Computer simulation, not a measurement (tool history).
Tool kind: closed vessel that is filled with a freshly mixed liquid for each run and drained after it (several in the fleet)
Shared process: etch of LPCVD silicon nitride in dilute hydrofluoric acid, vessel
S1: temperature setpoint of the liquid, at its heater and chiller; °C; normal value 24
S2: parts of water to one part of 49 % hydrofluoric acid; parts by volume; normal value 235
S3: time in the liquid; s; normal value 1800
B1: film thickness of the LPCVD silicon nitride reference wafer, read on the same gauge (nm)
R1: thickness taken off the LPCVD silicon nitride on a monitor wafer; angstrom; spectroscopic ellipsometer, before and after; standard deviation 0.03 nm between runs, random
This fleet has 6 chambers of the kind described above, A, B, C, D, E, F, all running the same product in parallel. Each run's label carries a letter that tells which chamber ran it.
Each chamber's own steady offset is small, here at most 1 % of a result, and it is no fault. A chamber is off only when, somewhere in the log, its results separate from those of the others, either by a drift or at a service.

{"run": "1D", "hour": 3.4, "S1": 24, "S2": 235, "S3": 1800, "B1": 119.98, "R1": 37.465}
{"run": "2F", "hour": 7.7, "S1": 24, "S2": 235, "S3": 1800, "B1": 119.99, "R1": 37.226}
{"run": "3A", "hour": 12.1, "S1": 24, "S2": 235, "S3": 1800, "B1": 120.0, "R1": 37.618}
{"run": "4E", "hour": 15.8, "S1": 24, "S2": 235, "S3": 1800, "B1": 119.99, "R1": 37.188}
{"run": "5B", "hour": 20.4, "S1": 24, "S2": 235, "S3": 1800, "B1": 120.01, "R1": 37.96}
{"run": "6C", "hour": 25.8, "S1": 24, "S2": 235, "S3": 1800, "B1": 120.02, "R1": 37.851}
{"run": "7F", "hour": 29.1, "S1": 26, "S2": 155, "S3": 1800, "B1": 120.02, "R1": 64.039}
{"run": "8C", "hour": 34.4, "S1": 26, "S2": 155, "S3": 1800, "B1": 120.0, "R1": 64.389}
{"run": "9A", "hour": 39.5, "S1": 26, "S2": 155, "S3": 1800, "B1": 120.01, "R1": 64.814}
{"run": "10E", "hour": 42.5, "S1": 26, "S2": 155, "S3": 1800, "B1": 120.0, "R1": 65.163}
{"run": "11D", "hour": 48.2, "S1": 26, "S2": 155, "S3": 1800, "B1": 120.0, "R1": 64.199}
{"run": "12B", "hour": 52.7, "S1": 26, "S2": 155, "S3": 1800, "B1": 120.0, "R1": 64.889}
{"run": "13F", "hour": 58.2, "S1": 24, "S2": 235, "S3": 1800, "B1": 119.98, "R1": 38.108}
{"run": "14E", "hour": 60.8, "S1": 24, "S2": 235, "S3": 1800, "B1": 120.0, "R1": 37.604}
{"run": "15A", "hour": 64.0, "S1": 24, "S2": 235, "S3": 1800, "B1": 120.01, "R1": 37.739}
{"hour": 65.8, "done": "chamber D: thermometer replaced"}
{"run": "16C", "hour": 66.5, "S1": 24, "S2": 235, "S3": 1800, "B1": 120.0, "R1": 37.356}
{"run": "17B", "hour": 69.7, "S1": 24, "S2": 235, "S3": 1800, "B1": 120.01, "R1": 37.318}
{"run": "18D", "hour": 74.1, "S1": 24, "S2": 235, "S3": 1800, "B1": 120.0, "R1": 36.961}
{"run": "19B", "hour": 77.1, "S1": 24, "S2": 235, "S3": 1800, "B1": 119.99, "R1": 37.504}
{"run": "20F", "hour": 81.2, "S1": 24, "S2": 235, "S3": 1800, "B1": 120.0, "R1": 37.055}
{"run": "21E", "hour": 85.2, "S1": 24, "S2": 235, "S3": 1800, "B1": 120.01, "R1": 37.335}
{"run": "22C", "hour": 88.5, "S1": 24, "S2": 235, "S3": 2185, "B1": 120.0, "R1": 45.499}
{"run": "23A", "hour": 92.1, "S1": 24, "S2": 235, "S3": 2185, "B1": 120.0, "R1": 45.647}
{"run": "24D", "hour": 96.9, "S1": 24, "S2": 235, "S3": 2185, "B1": 119.99, "R1": 44.538}
{"run": "25F", "hour": 99.3, "S1": 24, "S2": 235, "S3": 2185, "B1": 119.98, "R1": 45.041}
{"run": "26B", "hour": 102.4, "S1": 24, "S2": 235, "S3": 2185, "B1": 120.0, "R1": 44.769}
{"run": "27A", "hour": 105.2, "S1": 24, "S2": 235, "S3": 2185, "B1": 120.01, "R1": 45.748}
{"run": "28C", "hour": 108.2, "S1": 24, "S2": 235, "S3": 1800, "B1": 120.0, "R1": 37.28}
{"run": "29E", "hour": 113.4, "S1": 24, "S2": 235, "S3": 1800, "B1": 120.01, "R1": 37.048}
{"run": "30D", "hour": 118.5, "S1": 24, "S2": 235, "S3": 1800, "B1": 120.0, "R1": 36.49}
{"run": "31E", "hour": 123.7, "S1": 24, "S2": 235, "S3": 1800, "B1": 120.0, "R1": 37.286}
{"run": "32B", "hour": 128.1, "S1": 24, "S2": 235, "S3": 1800, "B1": 119.98, "R1": 37.754}
{"run": "33D", "hour": 133.2, "S1": 24, "S2": 235, "S3": 1800, "B1": 120.01, "R1": 36.179}
{"run": "34A", "hour": 137.4, "S1": 24, "S2": 235, "S3": 1800, "B1": 120.01, "R1": 38.169}
{"run": "35C", "hour": 141.1, "S1": 24, "S2": 235, "S3": 1800, "B1": 120.01, "R1": 37.885}
{"run": "36F", "hour": 144.7, "S1": 24, "S2": 235, "S3": 1800, "B1": 120.02, "R1": 37.207}
{"run": "37A", "hour": 150.2, "S1": 24, "S2": 235, "S3": 1800, "B1": 120.0, "R1": 37.51}
{"hour": 150.5, "done": "chamber B: hydrofluoric acid flow meter replaced"}
{"run": "38E", "hour": 153.4, "S1": 24, "S2": 235, "S3": 1800, "B1": 120.01, "R1": 38.202}
{"run": "39B", "hour": 156.3, "S1": 24, "S2": 235, "S3": 1800, "B1": 120.01, "R1": 37.399}

What goes on in this fleet: one chamber off, a drifting gauge, or nothing beyond the chambers' own small offsets? Name the chamber and the cause, if any.

Chamber D drifts away from the others.
What lies behind it: hydrofluoric acid flow below the setpoint (%) = 6.21.

Chamber D could run next with any of the 4 candidate recipes listed below; each alters the usual settings, and their results appear as question marks. Which one brings its results back in line with what the other chambers deliver on the usual settings?
In line here means within this much of the mean the other chambers give on the usual settings: R1 1.000 angstrom
{"run": "40D-1", "hour": 160.4, "S1": 24.0, "S2": 235, "S3": 1710, "R1": "?"}
{"run": "40D-2", "hour": 160.4, "S1": 24.0, "S2": 230, "S3": 1855, "R1": "?"}
{"run": "40D-3", "hour": 160.4, "S1": 23.5, "S2": 235, "S3": 1675, "R1": "?"}
{"run": "40D-4", "hour": 160.4, "S1": 24.0, "S2": 210, "S3": 1800, "R1": "?"}

The other chambers' mean on the usual settings: R1 37.504 angstrom
run=40D-1 R1=33.747
run=40D-2 R1=37.385
run=40D-3 R1=32.024
run=40D-4 R1=39.640
Change 40D-2 lands the chamber within the allowed miss of the other chambers.
